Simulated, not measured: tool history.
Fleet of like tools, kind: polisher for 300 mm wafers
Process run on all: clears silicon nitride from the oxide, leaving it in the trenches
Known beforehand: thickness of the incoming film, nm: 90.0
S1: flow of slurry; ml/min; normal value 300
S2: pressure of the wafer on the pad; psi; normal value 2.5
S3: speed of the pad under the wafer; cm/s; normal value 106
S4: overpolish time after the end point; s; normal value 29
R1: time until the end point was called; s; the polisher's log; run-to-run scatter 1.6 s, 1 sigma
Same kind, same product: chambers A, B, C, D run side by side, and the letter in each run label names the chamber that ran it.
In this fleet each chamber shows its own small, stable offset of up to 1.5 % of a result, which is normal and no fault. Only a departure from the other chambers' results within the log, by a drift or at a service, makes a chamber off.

run   hour   S1   S2   S3  S4       R1
       0.8  -- chamber B: worn pad replaced by a new one
 1B    4.9  300  2.5  106  29  125.670
       5.9  -- chamber A: worn pad replaced by a new one
 2D    8.1  300  2.5  106  29  122.340
      10.1  -- chamber C: slurry nozzle cleaned
 3A   12.4  300  2.5  106  29  128.380
 4C   17.3  300  2.5  106  29  128.650
 5D   22.1  300  2.5  106  29  126.590
 6C   29.4  300  2.5  106  29  125.370
 7B   34.1  300  2.5  106  29  123.230
 8A   38.4  300  2.5  106  29  126.700
 9C   44.8  300  3.2  106  36   99.885
10A   48.8  300  3.2  106  36   99.659
11D   52.7  300  3.2  106  36   98.120
12B   58.7  300  3.2  106  36   99.161
13D   65.0  300  2.5  130  23  102.690
14B   70.2  300  2.5  130  23  102.000
      73.3  -- chamber A: worn pad replaced by a new one
15A   73.4  300  2.5  130  23  102.420
      76.4  -- chamber C: worn pad replaced by a new one
      78.9  -- chamber D: worn pad replaced by a new one
16C   80.4  300  2.5  130  23  102.290
17B   84.5  300  2.5  138  29   96.263
18C   88.6  300  2.5  138  29  101.210
      89.7  -- chamber B: worn pad replaced by a new one
19D   93.6  300  2.5  138  29   96.526
20A   97.7  300  2.5  138  29   97.054
21A  104.0  300  2.5  106  29  125.540
     105.9  -- chamber B: head pressure recalibrated
22C  111.4  300  2.5  106  29  125.780
23B  114.7  300  2.5  106  29  114.860
24D  121.9  300  2.5  106  29  124.380
25A  126.4  300  2.5   82  29  165.960
26D  133.5  300  2.5   82  29  159.290
27C  140.3  300  2.5   82  29  167.270
     147.3  -- chamber C: worn pad replaced by a new one
28B  147.7  300  2.5   82  29  151.720
     149.6  -- chamber A: worn pad replaced by a new one
29A  155.0  300  2.5  106  29  126.650
     157.9  -- chamber B: slurry nozzle cleaned
30D  161.9  300  2.5  106  29  124.240
31B  165.6  380  2.8  106  29  104.360
32C  172.6  380  2.8  106  29  112.390
33D  179.9  380  2.8  106  29  110.600
34B  183.6  380  2.8  106  29  103.120
35A  188.2  300  2.5  106  29  127.220
     189.7  -- chamber B: worn pad replaced by a new one
36C  194.4  300  2.5  106  29  129.320
37B  201.2  300  2.5  106  29  116.800
38C  206.1  300  2.5  106  29  124.590

Decide between three cases: one chamber stands off from its peers, the gauge reading all wafers drifts, or nothing is wrong past each chamber's small offset. Where a chamber is off, say which and what most likely put it there.

A service left chamber B off against the others.
What lies behind it: head's pressure above its setpoint, % = 7.03.

Below are 4 candidate recipes for chamber B's next run, each the usual settings with a change, their results shown as question marks. Which of them brings B's results back in line with what the other chambers give on the usual settings?
In line here means within this much of the mean the other chambers give on the usual settings: R1 5.600 s
39B-1  211.4  295  2.5   90  29   ?
39B-2  211.4  300  2.9  106  29   ?
39B-3  211.4  300  2.6  110  29   ?
39B-4  211.4  300  2.5   98  29   ?

Usual-settings mean across the other chambers: R1 125.620 s
  run       R1
39B-1  138.050
39B-2  100.830
39B-3  108.160
39B-4  126.410
39B-4 puts the chamber back in line with the other chambers.
